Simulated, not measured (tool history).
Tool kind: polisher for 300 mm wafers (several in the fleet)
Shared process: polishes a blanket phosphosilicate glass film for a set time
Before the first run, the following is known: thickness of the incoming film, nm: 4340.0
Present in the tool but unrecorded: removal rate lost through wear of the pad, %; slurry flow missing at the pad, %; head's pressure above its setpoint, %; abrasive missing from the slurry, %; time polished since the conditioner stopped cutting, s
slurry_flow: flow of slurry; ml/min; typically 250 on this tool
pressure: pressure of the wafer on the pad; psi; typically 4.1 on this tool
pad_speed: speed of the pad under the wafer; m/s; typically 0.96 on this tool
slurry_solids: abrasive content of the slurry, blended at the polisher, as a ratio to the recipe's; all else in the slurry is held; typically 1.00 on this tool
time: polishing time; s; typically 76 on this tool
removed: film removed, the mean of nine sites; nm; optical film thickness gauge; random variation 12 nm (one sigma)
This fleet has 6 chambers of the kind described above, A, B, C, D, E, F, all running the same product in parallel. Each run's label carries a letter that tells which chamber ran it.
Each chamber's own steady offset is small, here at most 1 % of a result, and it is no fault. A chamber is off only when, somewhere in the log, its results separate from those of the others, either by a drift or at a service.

run	hour	slurry_flow	pressure	pad_speed	slurry_solids	time	wafers polished on this pad	hours since the slurry nozzle was cleaned	hours since the head pressure was calibrated	hours since the slurry blender was calibrated	hours since the conditioning disc was replaced	removed
# hour 4.1: chamber B: worn pad replaced by a new one
# hour 7.7: chamber D: worn pad replaced by a new one
1C	15.1	250	4.1	0.96	1.00	76	1248	170.9	424.8	113.1	170.0	843.06
# hour 24.5: chamber C: slurry blender recalibrated
# hour 25.5: chamber C: worn pad replaced by a new one
2B	31.1	250	4.1	0.96	1.00	76	359	365.4	333.0	262.9	70.5	828.02
# hour 31.8: chamber F: worn pad replaced by a new one
# hour 32.4: chamber D: conditioning disc replaced and pad reconditioned
3F	46.9	250	4.1	0.96	1.00	76	201	224.5	734.4	49.9	101.0	845.47
4D	56.2	250	4.1	0.96	1.00	76	645	510.2	202.7	67.2	23.9	831.63
# hour 56.9: chamber E: worn pad replaced by a new one
# hour 58.0: chamber A: conditioning disc replaced and pad reconditioned
5E	67.0	220	4.1	0.96	1.00	76	134	196.6	413.5	109.1	88.6	830.45
# hour 73.8: chamber A: worn pad replaced by a new one
6A	80.5	220	4.1	0.96	1.00	76	90	301.5	720.6	196.0	22.5	840.12
# hour 81.4: chamber A: head pressure recalibrated
7E	88.8	220	4.1	0.96	1.00	76	424	218.4	435.3	130.9	110.4	827.76
# hour 90.8: chamber D: worn pad replaced by a new one
8F	99.2	220	4.1	0.96	1.00	76	897	276.8	786.7	102.2	153.3	837.17
9D	112.2	220	4.1	0.96	1.00	76	284	566.2	258.7	123.2	79.9	844.36
# hour 113.8: chamber B: worn pad replaced by a new one
10B	120.6	220	4.1	0.96	1.00	76	90	454.9	422.5	352.4	160.0	810.82
# hour 123.9: chamber C: slurry blender recalibrated
11C	128.3	250	4.1	0.96	1.00	76	1368	284.1	538.0	4.5	283.2	825.08
# hour 133.7: chamber A: slurry blender recalibrated
# hour 135.6: chamber F: worn pad replaced by a new one
# hour 135.8: chamber F: head pressure recalibrated
12A	144.7	250	4.1	0.96	1.00	76	944	365.7	63.4	11.1	86.7	836.48
# hour 144.8: chamber E: worn pad replaced by a new one
# hour 150.9: chamber E: slurry blender recalibrated
# hour 151.0: chamber C: worn pad replaced by a new one
# hour 152.0: chamber B: slurry blender recalibrated
13E	157.5	250	4.1	0.96	1.00	76	169	287.1	504.0	6.6	179.1	832.63
14F	164.7	250	4.1	0.96	1.00	76	387	342.3	28.9	167.7	218.8	845.78
# hour 172.8: chamber A: worn pad replaced by a new one
15B	177.9	250	4.1	0.96	1.00	76	853	512.2	479.8	25.9	217.3	829.81
# hour 182.8: chamber D: worn pad replaced by a new one
16D	186.4	250	4.1	0.96	1.15	76	48	640.4	332.9	197.4	154.1	911.20
17A	202.4	250	4.1	0.96	1.15	76	394	423.4	121.1	68.8	144.4	909.87
# hour 203.6: chamber D: slurry blender recalibrated
# hour 211.1: chamber D: conditioning disc replaced and pad reconditioned
18C	215.2	250	4.1	0.96	1.15	76	855	371.0	624.9	91.4	370.1	910.56
# hour 221.1: chamber F: slurry nozzle cleaned
# hour 223.7: chamber C: slurry blender recalibrated
19F	231.3	250	4.1	0.96	1.15	76	1273	10.2	95.5	234.3	285.4	893.30
# hour 231.7: chamber B: worn pad replaced by a new one
# hour 233.3: chamber F: worn pad replaced by a new one
# hour 235.5: chamber E: worn pad replaced by a new one
20A	239.1	250	4.1	0.96	1.15	76	882	460.1	157.8	105.5	181.1	900.09
21E	246.6	250	4.1	0.96	1.15	76	148	376.2	593.1	95.7	268.2	903.36
22C	254.5	250	4.1	0.96	1.00	76	1378	410.3	664.2	30.8	409.4	831.73
# hour 259.0: chamber B: head pressure recalibrated
# hour 260.5: chamber C: worn pad replaced by a new one
# hour 269.8: chamber A: worn pad replaced by a new one
# hour 270.4: chamber C: slurry nozzle cleaned
23B	270.7	250	3.6	0.96	1.00	76	520	605.0	11.8	118.7	310.1	727.68
24D	280.9	250	3.6	0.96	1.00	76	1306	734.9	427.4	77.4	69.8	710.25
# hour 289.7: chamber D: worn pad replaced by a new one
25B	292.1	250	3.6	0.96	1.00	76	804	626.4	33.2	140.1	331.5	730.63
26A	301.8	250	3.6	0.96	1.00	76	426	522.8	220.5	168.2	243.8	748.42
# hour 303.9: chamber B: conditioning disc replaced and pad reconditioned
27F	309.7	250	3.6	0.96	1.00	76	1017	88.6	173.9	312.7	363.8	749.37
# hour 313.4: chamber E: conditioning disc replaced and pad reconditioned
# hour 313.9: chamber A: conditioning disc replaced and pad reconditioned
# hour 317.1: chamber D: slurry nozzle cleaned
# hour 320.2: chamber C: slurry blender recalibrated
# hour 323.1: chamber E: slurry blender recalibrated
28D	325.3	250	3.6	0.96	1.00	76	474	8.2	471.8	121.8	114.2	734.19
# hour 326.3: chamber B: worn pad replaced by a new one
# hour 332.7: chamber E: worn pad replaced by a new one
# hour 332.9: chamber F: conditioning disc replaced and pad reconditioned
29C	333.4	250	4.1	0.96	1.00	76	970	63.1	743.1	13.2	488.3	848.37
# hour 338.3: chamber F: worn pad replaced by a new one
30E	345.4	250	4.1	0.96	1.00	76	170	475.0	691.9	22.4	32.1	855.94
# hour 354.4: chamber A: slurry blender recalibrated
31C	361.6	250	4.1	0.96	1.00	76	1345	91.3	771.3	41.4	516.5	851.81
# hour 364.6: chamber C: conditioning disc replaced and pad reconditioned
# hour 372.7: chamber D: worn pad replaced by a new one
32B	375.4	250	4.1	0.96	1.00	76	653	709.7	116.5	223.4	71.6	841.05
# hour 378.6: chamber A: worn pad replaced by a new one
# hour 378.7: chamber C: worn pad replaced by a new one
33F	385.1	250	4.1	0.96	1.00	76	623	164.0	249.3	388.1	52.3	871.80
34A	393.6	250	4.1	0.96	1.00	76	200	614.6	312.3	39.2	79.7	828.55
# hour 404.9: chamber D: slurry blender recalibrated
# hour 407.3: chamber D: conditioning disc replaced and pad reconditioned
35D	409.9	250	4.1	0.96	1.00	76	494	92.8	556.4	5.0	2.7	855.39
# hour 416.7: chamber C: slurry blender recalibrated
# hour 421.1: chamber E: worn pad replaced by a new one
36E	422.3	250	4.1	0.96	1.00	76	17	551.9	768.8	99.3	109.0	848.23
37C	430.1	250	4.1	0.96	1.00	76	685	159.8	839.8	13.5	65.5	849.09
# hour 435.0: chamber F: worn pad replaced by a new one
# hour 441.4: chamber F: slurry blender recalibrated
38E	441.9	250	4.1	0.96	1.00	76	277	571.5	788.4	118.9	128.6	862.64
# hour 449.7: chamber B: worn pad replaced by a new one
# hour 450.2: chamber B: slurry nozzle cleaned
39D	455.8	205	4.1	0.96	1.00	76	1105	138.7	602.3	50.9	48.6	807.17
40F	469.2	205	4.1	0.96	1.00	76	455	248.1	333.4	27.8	136.4	830.58
# hour 476.3: chamber B: slurry blender recalibrated
41B	480.8	205	4.1	0.96	1.00	76	414	30.6	221.9	4.6	177.0	822.57

All 6 chambers run these settings next. Forecast each chamber's results:
42A	492.7	165	4.1	0.96	1.00	76						?
42B	492.7	165	4.1	0.96	1.00	76						?
42C	492.7	165	4.1	0.96	1.00	76						?
42D	492.7	165	4.1	0.96	1.00	76						?
42E	492.7	165	4.1	0.96	1.00	76						?
42F	492.7	165	4.1	0.96	1.00	76						?

run	removed
42A	812.09
42B	822.34
42C	802.23
42D	800.21
42E	808.81
42F	801.20

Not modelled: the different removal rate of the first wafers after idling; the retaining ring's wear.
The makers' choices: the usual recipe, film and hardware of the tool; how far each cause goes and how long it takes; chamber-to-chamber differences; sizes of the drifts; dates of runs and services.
